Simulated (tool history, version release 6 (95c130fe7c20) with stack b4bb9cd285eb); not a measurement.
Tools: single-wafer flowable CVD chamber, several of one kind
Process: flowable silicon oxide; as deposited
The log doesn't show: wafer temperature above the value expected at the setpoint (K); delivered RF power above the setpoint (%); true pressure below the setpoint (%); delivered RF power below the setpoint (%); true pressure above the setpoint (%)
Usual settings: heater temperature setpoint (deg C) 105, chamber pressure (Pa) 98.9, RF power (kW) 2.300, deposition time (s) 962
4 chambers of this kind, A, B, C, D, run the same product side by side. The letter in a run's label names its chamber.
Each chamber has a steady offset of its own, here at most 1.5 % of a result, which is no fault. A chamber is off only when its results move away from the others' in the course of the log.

run   hour  heater temperature setpoint (deg C)  chamber pressure (Pa)  RF power (kW)  deposition time (s)  hours since the last thermocouple change  hours since the last RF generator calibration  hours since the last manometer calibration  read-back reference wafer on the same gauge, thickness_nm  mean film thickness on the monitor wafer (nm)
 1D    9.2                                  105                   98.9          2.300                  962                                    1737.9                                         1117.0                                       627.0                                                     493.22                                         459.58
 2C   14.4                                  105                   98.9          2.300                  962                                     925.5                                         1305.9                                       418.1                                                     492.72                                         465.73
 3A   22.2                                  105                   98.9          2.300                  962                                     516.8                                         2028.1                                       278.6                                                     493.31                                         464.55
 4B   29.3                                  105                   98.9          2.300                  962                                    2349.4                                         1342.6                                       255.1                                                     493.00                                         455.29
 5B   38.6                                  105                   98.9          2.300                  962                                    2358.7                                         1351.9                                       264.4                                                     492.87                                         461.23
 6D   47.4                                  105                   98.9          2.300                  962                                    1776.1                                         1155.2                                       665.2                                                     492.96                                         460.19
 7C   56.5                                  105                   98.9          2.300                  962                                     967.6                                         1348.0                                       460.2                                                     492.91                                         462.03
 8A   64.4                                  105                   98.9          2.300                  962                                     559.0                                         2070.3                                       320.8                                                     492.74                                         465.15
 9B   73.2                                  105                   98.9          2.300                  962                                    2393.3                                         1386.5                                       299.0                                                     493.13                                         459.16
10D   77.5                                  105                   98.9          2.300                  962                                    1806.2                                         1185.3                                       695.3                                                     492.98                                         459.95
11A   85.9                                  105                   98.9          2.300                  962                                     580.5                                         2091.8                                       342.3                                                     493.22                                         460.58
12C   90.9                                  105                   98.9          2.300                  962                                    1002.0                                         1382.4                                       494.6                                                     492.70                                         462.88
13A   98.5                                  105                   98.9          2.300                  962                                     593.1                                         2104.4                                       354.9                                                     492.99                                         462.80
14D  106.0                                  105                   98.9          2.300                  962                                    1834.7                                         1213.8                                       723.8                                                     493.23                                         454.96
15C  115.3                                  105                   98.9          2.300                  962                                    1026.4                                         1406.8                                       519.0                                                     492.96                                         462.27
16B  123.5                                  105                   98.9          2.300                 1092                                    2443.6                                         1436.8                                       349.3                                                     493.12                                         519.88
17A  128.0                                  105                   98.9          2.300                 1092                                     622.6                                         2133.9                                       384.4                                                     492.68                                         527.70
18D  134.4                                  105                   98.9          2.300                 1092                                    1863.1                                         1242.2                                       752.2                                                     492.77                                         513.36
     141.2  -- chamber C: RF generator calibrated
19B  142.1                                  105                   98.9          2.300                 1092                                    2462.2                                         1455.4                                       367.9                                                     493.02                                         521.31
20C  148.2                                  105                   98.9          2.300                  962                                    1059.3                                            7.1                                       551.9                                                     492.77                                         466.33
21A  153.0                                  116                   98.9          2.300                 1054                                     647.6                                         2158.9                                       409.4                                                     493.01                                         360.84
22B  161.5                                  116                   98.9          2.300                 1054                                    2481.6                                         1474.8                                       387.3                                                     492.72                                         356.64
23D  169.1                                  116                   98.9          2.300                 1054                                    1897.8                                         1276.9                                       786.9                                                     493.10                                         350.21
24C  174.4                                  116                   98.9          2.300                 1054                                    1085.5                                           33.3                                       578.1                                                     492.65                                         358.05
25D  180.7                                  105                   98.9          2.300                  962                                    1909.4                                         1288.5                                       798.5                                                     493.44                                         448.30
     185.6  -- chamber C: thermocouple changed; heater temperature recalibrated
26B  188.2                                  105                   98.9          2.300                  962                                    2508.3                                         1501.5                                       414.0                                                     493.63                                         460.97
27A  195.7                                  105                   98.9          2.300                  962                                     690.3                                         2201.6                                       452.1                                                     493.09                                         465.89
     197.4  -- chamber A: RF generator calibrated
28C  204.0                                  105                   98.9          2.300                  962                                      18.4                                           62.9                                       607.7                                                     492.55                                         464.46
29D  208.7                                  105                   98.9          2.300                  962                                    1937.4                                         1316.5                                       826.5                                                     493.06                                         449.80
30A  212.8                                  105                   98.9          2.300                  962                                     707.4                                           15.4                                       469.2                                                     493.40                                         465.83
31B  221.9                                   91                   98.9          2.300                  962                                    2542.0                                         1535.2                                       447.7                                                     493.09                                         725.22

All 4 chambers run these settings next. Forecast each chamber's results:
32A  228.5                                  105                   98.9          2.300                 1114                                                                                                                                                                                                                                              ?
32B  228.5                                  105                   98.9          2.300                 1114                                                                                                                                                                                                                                              ?
32C  228.5                                  105                   98.9          2.300                 1114                                                                                                                                                                                                                                              ?
32D  228.5                                  105                   98.9          2.300                 1114                                                                                                                                                                                                                                              ?

run  mean film thickness on the monitor wafer (nm)
32A                                         534.51
32B                                         532.65
32C                                         534.69
32D                                         519.94

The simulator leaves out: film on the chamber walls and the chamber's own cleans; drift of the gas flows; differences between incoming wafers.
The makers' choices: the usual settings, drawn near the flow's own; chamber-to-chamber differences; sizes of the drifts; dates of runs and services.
